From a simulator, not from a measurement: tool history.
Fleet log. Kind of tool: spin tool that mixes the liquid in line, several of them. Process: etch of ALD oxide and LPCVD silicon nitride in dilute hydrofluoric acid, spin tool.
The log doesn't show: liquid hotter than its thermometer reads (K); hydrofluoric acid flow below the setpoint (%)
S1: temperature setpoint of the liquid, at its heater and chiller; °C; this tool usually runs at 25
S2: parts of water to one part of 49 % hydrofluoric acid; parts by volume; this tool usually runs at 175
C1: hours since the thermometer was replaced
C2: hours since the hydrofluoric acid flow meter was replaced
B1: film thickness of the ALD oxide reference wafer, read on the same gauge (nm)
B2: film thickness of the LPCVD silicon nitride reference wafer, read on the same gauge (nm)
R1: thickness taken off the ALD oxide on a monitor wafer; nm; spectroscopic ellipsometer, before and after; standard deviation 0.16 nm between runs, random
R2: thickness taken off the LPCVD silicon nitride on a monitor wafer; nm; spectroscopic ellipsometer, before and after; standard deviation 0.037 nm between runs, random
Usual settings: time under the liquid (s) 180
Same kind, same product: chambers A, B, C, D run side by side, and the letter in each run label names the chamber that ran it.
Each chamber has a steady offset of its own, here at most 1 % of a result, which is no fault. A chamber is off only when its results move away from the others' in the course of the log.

{"run": "1B", "hour": 6.1, "S1": 25, "S2": 175, "time under the liquid (s)": 180, "C1": 725.8, "C2": 1069.7, "B1": 130.01, "B2": 29.982, "R1": 20.716, "R2": 0.55955}
{"run": "2D", "hour": 10.3, "S1": 25, "S2": 175, "time under the liquid (s)": 180, "C1": 157.6, "C2": 900.7, "B1": 129.99, "B2": 29.998, "R1": 20.716, "R2": 0.60954}
{"run": "3C", "hour": 15.3, "S1": 25, "S2": 175, "time under the liquid (s)": 180, "C1": 660.0, "C2": 835.6, "B1": 130.02, "B2": 29.979, "R1": 20.628, "R2": 0.58302}
{"run": "4A", "hour": 20.3, "S1": 25, "S2": 175, "time under the liquid (s)": 180, "C1": 806.5, "C2": 1483.1, "B1": 129.99, "B2": 30.001, "R1": 20.962, "R2": 0.64089}
{"run": "5D", "hour": 24.2, "S1": 29, "S2": 175, "time under the liquid (s)": 255, "C1": 171.5, "C2": 914.6, "B1": 129.99, "B2": 29.969, "R1": 34.523, "R2": 1.1753}
{"run": "6A", "hour": 27.4, "S1": 29, "S2": 175, "time under the liquid (s)": 255, "C1": 813.6, "C2": 1490.2, "B1": 129.98, "B2": 30.003, "R1": 34.355, "R2": 0.97754}
{"run": "7B", "hour": 32.8, "S1": 29, "S2": 175, "time under the liquid (s)": 255, "C1": 752.5, "C2": 1096.4, "B1": 129.98, "B2": 30.015, "R1": 33.531, "R2": 1.1529}
{"run": "8C", "hour": 37.7, "S1": 29, "S2": 175, "time under the liquid (s)": 255, "C1": 682.4, "C2": 858.0, "B1": 129.97, "B2": 30.02, "R1": 34.124, "R2": 1.1236}
{"run": "9B", "hour": 42.2, "S1": 25, "S2": 175, "time under the liquid (s)": 180, "C1": 761.9, "C2": 1105.8, "B1": 130.02, "B2": 29.994, "R1": 20.101, "R2": 0.59578}
{"run": "10A", "hour": 46.1, "S1": 25, "S2": 175, "time under the liquid (s)": 180, "C1": 832.3, "C2": 1508.9, "B1": 129.96, "B2": 29.996, "R1": 20.935, "R2": 0.69118}
{"run": "11D", "hour": 48.9, "S1": 25, "S2": 175, "time under the liquid (s)": 180, "C1": 196.2, "C2": 939.3, "B1": 130.0, "B2": 30.016, "R1": 21.071, "R2": 0.62588}
{"run": "12C", "hour": 55.4, "S1": 25, "S2": 175, "time under the liquid (s)": 180, "C1": 700.1, "C2": 875.7, "B1": 130.03, "B2": 30.009, "R1": 20.657, "R2": 0.5993}
{"run": "13C", "hour": 59.9, "S1": 25, "S2": 175, "time under the liquid (s)": 180, "C1": 704.6, "C2": 880.2, "B1": 129.98, "B2": 30.004, "R1": 20.9, "R2": 0.60568}
{"run": "14D", "hour": 66.2, "S1": 25, "S2": 175, "time under the liquid (s)": 180, "C1": 213.5, "C2": 956.6, "B1": 130.01, "B2": 29.985, "R1": 21.012, "R2": 0.61205}
{"run": "15A", "hour": 70.5, "S1": 25, "S2": 175, "time under the liquid (s)": 180, "C1": 856.7, "C2": 1533.3, "B1": 130.01, "B2": 29.97, "R1": 20.821, "R2": 0.64944}
{"run": "16B", "hour": 75.6, "S1": 25, "S2": 175, "time under the liquid (s)": 180, "C1": 795.3, "C2": 1139.2, "B1": 129.99, "B2": 29.998, "R1": 19.942, "R2": 0.51102}
{"run": "17B", "hour": 79.6, "S1": 25, "S2": 175, "time under the liquid (s)": 180, "C1": 799.3, "C2": 1143.2, "B1": 130.02, "B2": 29.983, "R1": 19.752, "R2": 0.57782}
{"run": "18D", "hour": 84.7, "S1": 25, "S2": 175, "time under the liquid (s)": 180, "C1": 232.0, "C2": 975.1, "B1": 130.04, "B2": 29.989, "R1": 21.203, "R2": 0.61184}
{"run": "19C", "hour": 89.9, "S1": 25, "S2": 175, "time under the liquid (s)": 180, "C1": 734.6, "C2": 910.2, "B1": 130.02, "B2": 30.005, "R1": 21.355, "R2": 0.58825}
{"run": "20A", "hour": 95.1, "S1": 25, "S2": 175, "time under the liquid (s)": 180, "C1": 881.3, "C2": 1557.9, "B1": 130.0, "B2": 30.012, "R1": 21.065, "R2": 0.59609}
{"run": "21C", "hour": 98.9, "S1": 25, "S2": 175, "time under the liquid (s)": 180, "C1": 743.6, "C2": 919.2, "B1": 130.05, "B2": 29.998, "R1": 20.962, "R2": 0.62532}
{"run": "22D", "hour": 102.9, "S1": 25, "S2": 175, "time under the liquid (s)": 180, "C1": 250.2, "C2": 993.3, "B1": 130.0, "B2": 29.995, "R1": 20.894, "R2": 0.62297}
{"run": "23A", "hour": 108.5, "S1": 25, "S2": 175, "time under the liquid (s)": 285, "C1": 894.7, "C2": 1571.3, "B1": 130.01, "B2": 29.99, "R1": 33.328, "R2": 0.97158}
{"run": "24B", "hour": 114.9, "S1": 25, "S2": 175, "time under the liquid (s)": 285, "C1": 834.6, "C2": 1178.5, "B1": 130.03, "B2": 29.978, "R1": 30.741, "R2": 0.91589}
{"run": "25B", "hour": 121.2, "S1": 25, "S2": 175, "time under the liquid (s)": 285, "C1": 840.9, "C2": 1184.8, "B1": 129.99, "B2": 30.008, "R1": 30.494, "R2": 0.90795}
{"run": "26A", "hour": 125.9, "S1": 25, "S2": 175, "time under the liquid (s)": 285, "C1": 912.1, "C2": 1588.7, "B1": 130.01, "B2": 29.991, "R1": 32.774, "R2": 1.0403}
{"run": "27D", "hour": 130.8, "S1": 25, "S2": 175, "time under the liquid (s)": 180, "C1": 278.1, "C2": 1021.2, "B1": 130.01, "B2": 29.981, "R1": 20.761, "R2": 0.6606}
{"run": "28C", "hour": 134.0, "S1": 23, "S2": 175, "time under the liquid (s)": 140, "C1": 778.7, "C2": 954.3, "B1": 129.99, "B2": 30.01, "R1": 15.125, "R2": 0.48267}
{"run": "29C", "hour": 137.5, "S1": 23, "S2": 175, "time under the liquid (s)": 140, "C1": 782.2, "C2": 957.8, "B1": 130.02, "B2": 30.0, "R1": 15.019, "R2": 0.46616}
{"run": "30D", "hour": 142.3, "S1": 23, "S2": 175, "time under the liquid (s)": 140, "C1": 289.6, "C2": 1032.7, "B1": 130.01, "B2": 30.003, "R1": 15.05, "R2": 0.42565}
{"run": "31B", "hour": 147.1, "S1": 23, "S2": 175, "time under the liquid (s)": 140, "C1": 866.8, "C2": 1210.7, "B1": 130.04, "B2": 30.02, "R1": 13.534, "R2": 0.39231}

Each of the 4 chambers runs these same settings next. Fill in every chamber's results:
{"run": "32A", "hour": 151.7, "S1": 25, "S2": 215, "time under the liquid (s)": 180, "R1": "?", "R2": "?"}
{"run": "32B", "hour": 151.7, "S1": 25, "S2": 215, "time under the liquid (s)": 180, "R1": "?", "R2": "?"}
{"run": "32C", "hour": 151.7, "S1": 25, "S2": 215, "time under the liquid (s)": 180, "R1": "?", "R2": "?"}
{"run": "32D", "hour": 151.7, "S1": 25, "S2": 215, "time under the liquid (s)": 180, "R1": "?", "R2": "?"}

run=32A R1=16.196 R2=0.56094
run=32B R1=14.514 R2=0.37935
run=32C R1=16.455 R2=0.52189
run=32D R1=16.177 R2=0.47879

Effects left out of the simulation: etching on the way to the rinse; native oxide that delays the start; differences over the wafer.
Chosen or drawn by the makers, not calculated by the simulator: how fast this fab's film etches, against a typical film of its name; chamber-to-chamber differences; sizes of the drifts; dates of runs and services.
